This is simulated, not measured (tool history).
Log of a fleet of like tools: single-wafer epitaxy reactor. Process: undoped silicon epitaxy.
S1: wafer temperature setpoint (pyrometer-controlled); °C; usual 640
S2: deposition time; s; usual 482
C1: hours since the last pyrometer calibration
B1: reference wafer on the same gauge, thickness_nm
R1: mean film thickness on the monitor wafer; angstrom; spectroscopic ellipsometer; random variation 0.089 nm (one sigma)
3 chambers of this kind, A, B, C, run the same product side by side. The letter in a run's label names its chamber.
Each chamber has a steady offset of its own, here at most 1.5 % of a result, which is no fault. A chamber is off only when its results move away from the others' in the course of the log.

Run 1B, hour 4.8: usual settings; C1 1334.3; B1 59.619. Result: R1 646.33 angstrom.
Run 2A, hour 9.5: usual settings; C1 1038.7; B1 59.617. Result: R1 640.79 angstrom.
Run 3C, hour 15.0: usual settings; C1 197.7; B1 59.630. Result: R1 649.38 angstrom.
Run 4C, hour 20.4: usual settings; C1 203.1; B1 59.646. Result: R1 649.94 angstrom.
Run 5A, hour 27.5: usual settings; C1 1056.7; B1 59.672. Result: R1 643.36 angstrom.
Run 6B, hour 33.9: usual settings; C1 1363.4; B1 59.655. Result: R1 648.50 angstrom.
Run 7C, hour 41.3: usual settings; C1 224.0; B1 59.672. Result: R1 650.68 angstrom.
Run 8B, hour 45.8: usual settings but S1 630 °C, S2 516 s; C1 1375.3; B1 59.681. Result: R1 557.09 angstrom.
Run 9A, hour 52.3: usual settings but S1 630 °C, S2 516 s; C1 1081.5; B1 59.725. Result: R1 549.38 angstrom.
Run 10B, hour 56.6: usual settings but S1 630 °C, S2 516 s; C1 1386.1; B1 59.736. Result: R1 556.06 angstrom.
Run 11A, hour 61.2: usual settings; C1 1090.4; B1 59.740. Result: R1 643.34 angstrom.
Run 12C, hour 67.1: usual settings; C1 249.8; B1 59.746. Result: R1 651.29 angstrom.
Run 13A, hour 71.3: usual settings; C1 1100.5; B1 59.743. Result: R1 643.52 angstrom.
Run 14C, hour 75.9: usual settings; C1 258.6; B1 59.743. Result: R1 652.12 angstrom.
Run 15B, hour 79.7: usual settings; C1 1409.2; B1 59.764. Result: R1 649.85 angstrom.
Run 16B, hour 85.6: usual settings; C1 1415.1; B1 59.777. Result: R1 649.77 angstrom.
Run 17C, hour 90.8: usual settings; C1 273.5; B1 59.787. Result: R1 651.44 angstrom.
Run 18A, hour 95.0: usual settings; C1 1124.2; B1 59.798. Result: R1 645.27 angstrom.
Run 19C, hour 100.9: usual settings; C1 283.6; B1 59.829. Result: R1 651.75 angstrom.
Run 20A, hour 107.5: usual settings; C1 1136.7; B1 59.834. Result: R1 645.49 angstrom.
Run 21B, hour 113.8: usual settings; C1 1443.3; B1 59.838. Result: R1 649.45 angstrom.
Run 22C, hour 117.7: usual settings; C1 300.4; B1 59.848. Result: R1 654.81 angstrom.
Run 23A, hour 122.0: usual settings; C1 1151.2; B1 59.867. Result: R1 644.67 angstrom.
Run 24B, hour 130.3: usual settings; C1 1459.8; B1 59.871. Result: R1 650.77 angstrom.
Run 25B, hour 137.8: usual settings; C1 1467.3; B1 59.879. Result: R1 651.70 angstrom.
Run 26A, hour 144.7: usual settings; C1 1173.9; B1 59.917. Result: R1 644.25 angstrom.
Run 27C, hour 153.1: usual settings; C1 335.8; B1 59.933. Result: R1 654.53 angstrom.

Is one chamber off against the others, does the gauge drift, or is nothing wrong? If a chamber is off, say which, and what the likeliest cause is.

The gauge drifts, so all chambers seem to drift together. No chamber is off.
Cause: gauge reads high (%) = 0.568.
